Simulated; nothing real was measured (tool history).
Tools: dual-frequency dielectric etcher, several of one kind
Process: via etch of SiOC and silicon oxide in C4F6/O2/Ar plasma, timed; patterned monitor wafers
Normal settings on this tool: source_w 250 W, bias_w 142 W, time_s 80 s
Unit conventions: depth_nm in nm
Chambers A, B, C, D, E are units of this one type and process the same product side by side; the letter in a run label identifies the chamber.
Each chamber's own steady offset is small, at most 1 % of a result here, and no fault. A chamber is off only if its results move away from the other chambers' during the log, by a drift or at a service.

| run | hour | source_w | bias_w | time_s | hours since the last wet clean | hours since the last source power generator calibration | hours since the last bias power generator calibration | read-back reference wafer on the same gauge, depth_nm | depth_nm |
|---|---|---|---|---|---|---|---|---|---|
| 1C | 6.6 | 250 | 142 | 80 | 469.4 | 1244.6 | 1362.3 | 79.471 | 71.098 |
| 2B | 14.6 | 250 | 142 | 80 | 306.1 | 717.1 | 3750.7 | 79.376 | 69.962 |
| 3E | 23.3 | 250 | 142 | 80 | 384 | 239 | 4143.1 | 79.343 | 69.955 |
| 4D | 28.8 | 250 | 142 | 80 | 310 | 2046.6 | 2457.6 | 79.413 | 70.157 |
| 5A | 40.2 | 250 | 142 | 80 | 436 | 1395.5 | 3758.2 | 79.356 | 70.888 |
| 6A | 47 | 250 | 142 | 80 | 442.8 | 1402.3 | 3765 | 79.371 | 69.974 |
| 7C | 51.9 | 250 | 142 | 80 | 514.7 | 1289.9 | 1407.6 | 79.421 | 70.14 |
| 8E | 57.9 | 250 | 142 | 80 | 418.6 | 273.6 | 4177.7 | 79.462 | 70.574 |
| 9D | 65.8 | 250 | 142 | 80 | 347 | 2083.6 | 2494.6 | 79.44 | 71.335 |
|  | 67.7 | chamber E: wet clean of the chamber |
| 10B | 73.9 | 250 | 129 | 90 | 365.4 | 776.4 | 3810 | 79.263 | 76.529 |
| 11C | 84.2 | 250 | 129 | 90 | 547 | 1322.2 | 1439.9 | 79.537 | 76.742 |
| 12B | 92.1 | 250 | 129 | 90 | 383.6 | 794.6 | 3828.2 | 79.344 | 75.828 |
|  | 98.2 | chamber B: wet clean of the chamber |
| 13E | 100.2 | 250 | 129 | 90 | 32.5 | 315.9 | 4220 | 79.364 | 76.178 |
| 14D | 107 | 250 | 129 | 90 | 388.2 | 2124.8 | 2535.8 | 79.403 | 77.347 |
| 15A | 118.3 | 250 | 142 | 80 | 514.1 | 1473.6 | 3836.3 | 79.364 | 70.387 |
| 16C | 125.5 | 250 | 142 | 80 | 588.3 | 1363.5 | 1481.2 | 79.477 | 69.814 |
| 17D | 134.6 | 250 | 142 | 80 | 415.8 | 2152.4 | 2563.4 | 79.494 | 70.048 |
|  | 138.7 | chamber C: wet clean of the chamber |
| 18A | 144.4 | 250 | 142 | 80 | 540.2 | 1499.7 | 3862.4 | 79.423 | 70.827 |
| 19E | 149.4 | 250 | 142 | 80 | 81.7 | 365.1 | 4269.2 | 79.345 | 70.757 |
|  | 158.2 | chamber A: wet clean of the chamber |
| 20B | 158.9 | 250 | 142 | 80 | 60.7 | 861.4 | 3895 | 79.323 | 67.504 |
| 21E | 164.8 | 250 | 142 | 80 | 97.1 | 380.5 | 4284.6 | 79.405 | 70.156 |
| 22D | 171.9 | 250 | 142 | 80 | 453.1 | 2189.7 | 2600.7 | 79.304 | 70.502 |
| 23A | 177.1 | 250 | 142 | 80 | 19 | 1532.4 | 3895.1 | 79.411 | 69.852 |
| 24B | 182.8 | 250 | 169 | 68 | 84.6 | 885.3 | 3918.9 | 79.336 | 60.69 |
| 25C | 187.8 | 250 | 169 | 68 | 49.1 | 1425.8 | 1543.5 | 79.423 | 63.276 |
| 26A | 194.5 | 250 | 169 | 68 | 36.4 | 1549.8 | 3912.5 | 79.439 | 63.602 |
| 27D | 201.1 | 250 | 169 | 68 | 482.3 | 2218.9 | 2629.9 | 79.336 | 62.456 |
| 28E | 207.8 | 250 | 169 | 68 | 140.1 | 423.5 | 4327.6 | 79.368 | 62.613 |
| 29B | 217.1 | 250 | 142 | 80 | 118.9 | 919.6 | 3953.2 | 79.272 | 66.889 |
| 30C | 227.9 | 250 | 142 | 80 | 89.2 | 1465.9 | 1583.6 | 79.358 | 70.081 |

One chamber off, gauge drift, or nothing amiss beyond the chambers' own small offsets? If it is a chamber, which one, and what is the likeliest cause?

After it was serviced, chamber B no longer matches the other chambers.
Cause: etch rate under this chamber's usual, % = 3.97.

Here are 4 candidates for chamber B's next run, each the usual settings with a change, their results left as question marks. Which one brings its results back in line with what the others give on the usual settings?
Maximum distance from the other chambers' mean on the usual settings for a result to count as in line: depth_nm 1.3 nm
| 31B-1 | 236.1 | 280 | 142 | 80 |  |  |  |  | ? |
| 31B-2 | 236.1 | 250 | 141 | 76.5 |  |  |  |  | ? |
| 31B-3 | 236.1 | 320 | 142 | 80 |  |  |  |  | ? |
| 31B-4 | 236.1 | 250 | 142 | 72 |  |  |  |  | ? |

Other chambers, usual settings, mean: depth_nm 70.241 nm
| run | depth_nm |
|---|---|
| 31B-1 | 70.192 |
| 31B-2 | 64.067 |
| 31B-3 | 73.964 |
| 31B-4 | 60.433 |
31B-1 is the one that brings the chamber's results back in line with the other chambers.

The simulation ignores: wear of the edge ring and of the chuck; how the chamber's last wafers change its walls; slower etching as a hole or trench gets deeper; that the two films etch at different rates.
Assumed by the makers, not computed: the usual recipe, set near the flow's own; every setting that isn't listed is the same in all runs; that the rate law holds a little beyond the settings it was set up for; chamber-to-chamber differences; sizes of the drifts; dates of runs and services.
